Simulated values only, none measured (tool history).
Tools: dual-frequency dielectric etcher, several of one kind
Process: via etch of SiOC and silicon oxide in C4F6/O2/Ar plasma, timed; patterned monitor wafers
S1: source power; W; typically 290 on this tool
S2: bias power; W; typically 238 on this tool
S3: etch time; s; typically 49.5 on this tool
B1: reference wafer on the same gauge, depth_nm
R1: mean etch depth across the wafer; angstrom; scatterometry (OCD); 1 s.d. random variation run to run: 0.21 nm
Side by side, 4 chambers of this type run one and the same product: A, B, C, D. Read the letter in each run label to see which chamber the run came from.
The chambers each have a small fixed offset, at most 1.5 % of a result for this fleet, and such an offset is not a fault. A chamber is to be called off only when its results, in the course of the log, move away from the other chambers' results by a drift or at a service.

run 1A hour=5.2 | S1=290 S2=238 S3=49.5 | B1=50.012 | R1=543.43
run 2B hour=9.0 | S1=290 S2=238 S3=49.5 | B1=50.014 | R1=539.58
run 3C hour=14.2 | S1=290 S2=238 S3=49.5 | B1=50.010 | R1=539.13
run 4D hour=20.8 | S1=290 S2=238 S3=49.5 | B1=49.996 | R1=542.56
-- hour=26.3 chamber A: bias power generator calibrated
run 5D hour=26.6 | S1=290 S2=238 S3=49.5 | B1=50.018 | R1=544.03
run 6A hour=30.5 | S1=290 S2=238 S3=49.5 | B1=50.010 | R1=544.80
run 7B hour=36.3 | S1=290 S2=238 S3=49.5 | B1=49.979 | R1=538.87
run 8C hour=41.5 | S1=290 S2=238 S3=49.5 | B1=50.005 | R1=534.35
run 9D hour=44.9 | S1=290 S2=238 S3=49.5 | B1=50.044 | R1=540.91
run 10A hour=50.5 | S1=290 S2=238 S3=49.5 | B1=49.979 | R1=547.49
run 11B hour=56.3 | S1=290 S2=238 S3=49.5 | B1=50.008 | R1=540.35
-- hour=60.7 chamber A: wet clean of the chamber
run 12C hour=61.4 | S1=290 S2=238 S3=49.5 | B1=49.997 | R1=540.12
run 13A hour=68.1 | S1=290 S2=238 S3=49.5 | B1=49.998 | R1=543.92
run 14C hour=74.3 | S1=290 S2=238 S3=49.5 | B1=49.972 | R1=536.87
run 15D hour=80.6 | S1=290 S2=238 S3=49.5 | B1=50.016 | R1=540.45
run 16B hour=85.1 | S1=290 S2=238 S3=49.5 | B1=50.022 | R1=539.62
run 17D hour=91.0 | S1=290 S2=238 S3=49.5 | B1=49.967 | R1=545.89
run 18A hour=95.5 | S1=290 S2=238 S3=49.5 | B1=49.998 | R1=547.38
run 19B hour=101.7 | S1=290 S2=238 S3=49.5 | B1=49.984 | R1=544.45
run 20C hour=107.9 | S1=290 S2=238 S3=49.5 | B1=49.964 | R1=537.06
run 21B hour=112.4 | S1=290 S2=238 S3=49.5 | B1=50.049 | R1=539.83
run 22A hour=118.3 | S1=290 S2=238 S3=49.5 | B1=50.018 | R1=545.68
run 23C hour=124.7 | S1=290 S2=238 S3=49.5 | B1=49.977 | R1=539.03
run 24D hour=131.7 | S1=290 S2=238 S3=49.5 | B1=49.944 | R1=546.01
run 25A hour=136.5 | S1=290 S2=238 S3=49.5 | B1=50.030 | R1=543.43
run 26C hour=142.8 | S1=290 S2=238 S3=49.5 | B1=49.977 | R1=533.86
run 27B hour=148.1 | S1=320 S2=238 S3=60.0 | B1=50.015 | R1=679.82
run 28D hour=153.6 | S1=320 S2=238 S3=60.0 | B1=50.021 | R1=683.61
run 29D hour=158.0 | S1=320 S2=238 S3=60.0 | B1=49.977 | R1=683.45
run 30B hour=163.2 | S1=320 S2=238 S3=60.0 | B1=49.990 | R1=683.58
run 31C hour=166.7 | S1=290 S2=238 S3=56.0 | B1=50.000 | R1=611.38
run 32A hour=174.3 | S1=290 S2=238 S3=56.0 | B1=50.046 | R1=615.39
run 33C hour=181.1 | S1=290 S2=238 S3=56.0 | B1=50.013 | R1=606.71
run 34D hour=187.0 | S1=290 S2=238 S3=56.0 | B1=49.971 | R1=614.64

All 4 chambers run these settings next. Forecast each chamber's results:
run 35A hour=192.4 | S1=290 S2=238 S3=49.5 | R1=?
run 35B hour=192.4 | S1=290 S2=238 S3=49.5 | R1=?
run 35C hour=192.4 | S1=290 S2=238 S3=49.5 | R1=?
run 35D hour=192.4 | S1=290 S2=238 S3=49.5 | R1=?

run=35A R1=545.91
run=35B R1=538.73
run=35C R1=532.95
run=35D R1=545.40

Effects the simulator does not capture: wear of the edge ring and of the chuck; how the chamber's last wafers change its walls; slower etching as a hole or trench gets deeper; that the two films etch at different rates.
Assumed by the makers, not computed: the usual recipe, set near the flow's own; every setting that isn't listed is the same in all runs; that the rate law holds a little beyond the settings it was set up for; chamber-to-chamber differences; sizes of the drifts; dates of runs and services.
